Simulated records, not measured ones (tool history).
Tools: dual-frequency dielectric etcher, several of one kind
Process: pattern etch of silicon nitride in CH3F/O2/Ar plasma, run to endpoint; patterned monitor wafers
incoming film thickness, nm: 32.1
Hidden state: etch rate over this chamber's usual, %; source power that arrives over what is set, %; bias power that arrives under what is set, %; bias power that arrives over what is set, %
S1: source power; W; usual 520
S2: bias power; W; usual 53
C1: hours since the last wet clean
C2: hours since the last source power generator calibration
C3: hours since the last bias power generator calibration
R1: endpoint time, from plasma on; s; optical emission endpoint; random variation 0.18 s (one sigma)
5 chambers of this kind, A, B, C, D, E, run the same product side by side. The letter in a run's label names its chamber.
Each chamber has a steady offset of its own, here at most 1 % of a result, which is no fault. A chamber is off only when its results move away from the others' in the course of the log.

| run | day | S1 | S2 | C1 | C2 | C3 | R1 |
|---|---|---|---|---|---|---|---|
| 1D | 0.262 | 520 | 53 | 329.7 | 459.6 | 3575.0 | 46.314 |
| 2E | 0.642 | 520 | 53 | 290.4 | 498.4 | 4793.0 | 46.241 |
| 3A | 1.067 | 520 | 53 | 92.7 | 1726.1 | 616.7 | 46.645 |
| 4B | 1.504 | 520 | 53 | 138.8 | 1926.4 | 2007.9 | 46.238 |
| 5C | 1.812 | 520 | 53 | 211.0 | 840.0 | 1877.3 | 46.522 |
| 6C | 2.100 | 520 | 53 | 217.9 | 846.9 | 1884.2 | 46.357 |
| 7A | 2.483 | 520 | 53 | 126.7 | 1760.1 | 650.7 | 46.469 |
| 8D | 2.942 | 520 | 53 | 394.0 | 523.9 | 3639.3 | 46.610 |
| 9B | 3.304 | 520 | 53 | 182.0 | 1969.6 | 2051.1 | 46.540 |
| 10E | 3.608 | 520 | 53 | 361.6 | 569.6 | 4864.2 | 46.222 |
| 11C | 3.892 | 620 | 53 | 260.9 | 889.9 | 1927.2 | 43.482 |
| 12B | 4.238 | 620 | 53 | 204.4 | 1992.0 | 2073.5 | 43.108 |
| 13A | 4.646 | 620 | 53 | 178.6 | 1812.0 | 702.6 | 43.243 |
|  | 4.875 | chamber E: bias power generator calibrated |
| 14D | 5.054 | 620 | 53 | 444.7 | 574.6 | 3690.0 | 43.719 |
| 15E | 5.275 | 620 | 53 | 401.6 | 609.6 | 9.6 | 43.502 |
|  | 5.342 | chamber E: wet clean of the chamber |
| 16B | 5.567 | 520 | 53 | 236.3 | 2023.9 | 2105.4 | 46.484 |
| 17D | 6.008 | 520 | 53 | 467.6 | 597.5 | 3712.9 | 46.666 |
| 18A | 6.471 | 520 | 53 | 222.4 | 1855.8 | 746.4 | 46.408 |
| 19C | 6.750 | 520 | 53 | 329.5 | 958.5 | 1995.8 | 46.257 |
| 20E | 7.075 | 520 | 53 | 41.7 | 652.8 | 52.8 | 46.455 |
|  | 7.504 | chamber D: wet clean of the chamber |
| 21C | 7.558 | 520 | 53 | 348.9 | 977.9 | 2015.2 | 46.498 |
| 22D | 7.925 | 560 | 62 | 10.2 | 643.5 | 3758.9 | 42.897 |
| 23B | 8.421 | 560 | 62 | 304.8 | 2092.4 | 2173.9 | 42.188 |
| 24A | 8.904 | 560 | 62 | 280.8 | 1914.2 | 804.8 | 43.019 |
| 25E | 9.379 | 560 | 62 | 97.0 | 708.1 | 108.1 | 42.828 |
| 26B | 9.817 | 560 | 62 | 338.3 | 2125.9 | 2207.4 | 41.778 |
| 27C | 10.088 | 520 | 53 | 409.6 | 1038.6 | 2075.9 | 46.287 |
| 28A | 10.383 | 520 | 53 | 316.3 | 1949.7 | 840.3 | 46.505 |
| 29D | 10.729 | 520 | 53 | 77.5 | 710.8 | 3826.2 | 46.675 |
| 30E | 10.946 | 400 | 44 | 134.6 | 745.7 | 145.7 | 54.513 |
| 31C | 11.354 | 400 | 44 | 440.0 | 1069.0 | 2106.3 | 54.377 |
| 32A | 11.646 | 400 | 44 | 346.6 | 1980.0 | 870.6 | 54.639 |
| 33B | 12.025 | 400 | 44 | 391.3 | 2178.9 | 2260.4 | 52.719 |
|  | 12.354 | chamber D: bias power generator calibrated |
| 34E | 12.421 | 400 | 44 | 170.0 | 781.1 | 181.1 | 54.544 |
| 35D | 12.688 | 520 | 53 | 124.5 | 757.8 | 8.0 | 46.636 |
|  | 12.750 | chamber C: wet clean of the chamber |
| 36C | 13.075 | 520 | 53 | 7.9 | 1110.3 | 2147.6 | 46.391 |
| 37A | 13.329 | 520 | 53 | 387.0 | 2020.4 | 911.0 | 46.696 |
| 38E | 13.575 | 520 | 53 | 197.7 | 808.8 | 208.8 | 46.298 |
| 39B | 14.058 | 520 | 53 | 440.1 | 2227.7 | 2309.2 | 44.460 |
| 40D | 14.408 | 520 | 53 | 165.8 | 799.1 | 49.3 | 46.719 |
| 41B | 14.712 | 520 | 53 | 455.8 | 2243.4 | 2324.9 | 44.342 |
| 42C | 14.971 | 410 | 45 | 53.4 | 1155.8 | 2193.1 | 53.562 |

What goes on in this fleet: one chamber off, a drifting gauge, or nothing beyond the chambers' own small offsets? Name the chamber and the cause, if any.

Chamber B drifts away from the others.
Cause: etch rate over this chamber's usual, % = 4.43.

Here are 4 candidates for chamber B's next run, each the usual settings with a change, their results left as question marks. Which one brings its results back in line with what the others give on the usual settings?
In line means no further than this from the other chambers' mean on the usual settings: R1 0.640 s
| 43B-1 | 15.329 | 560 | 56 |  |  |  | ? |
| 43B-2 | 15.329 | 520 | 41 |  |  |  | ? |
| 43B-3 | 15.329 | 480 | 50 |  |  |  | ? |
| 43B-4 | 15.329 | 590 | 58 |  |  |  | ? |

The other chambers' mean on the usual settings: R1 46.512 s
| run | R1 |
|---|---|
| 43B-1 | 42.364 |
| 43B-2 | 47.983 |
| 43B-3 | 46.671 |
| 43B-4 | 41.039 |
43B-3 brings the chamber back in line.
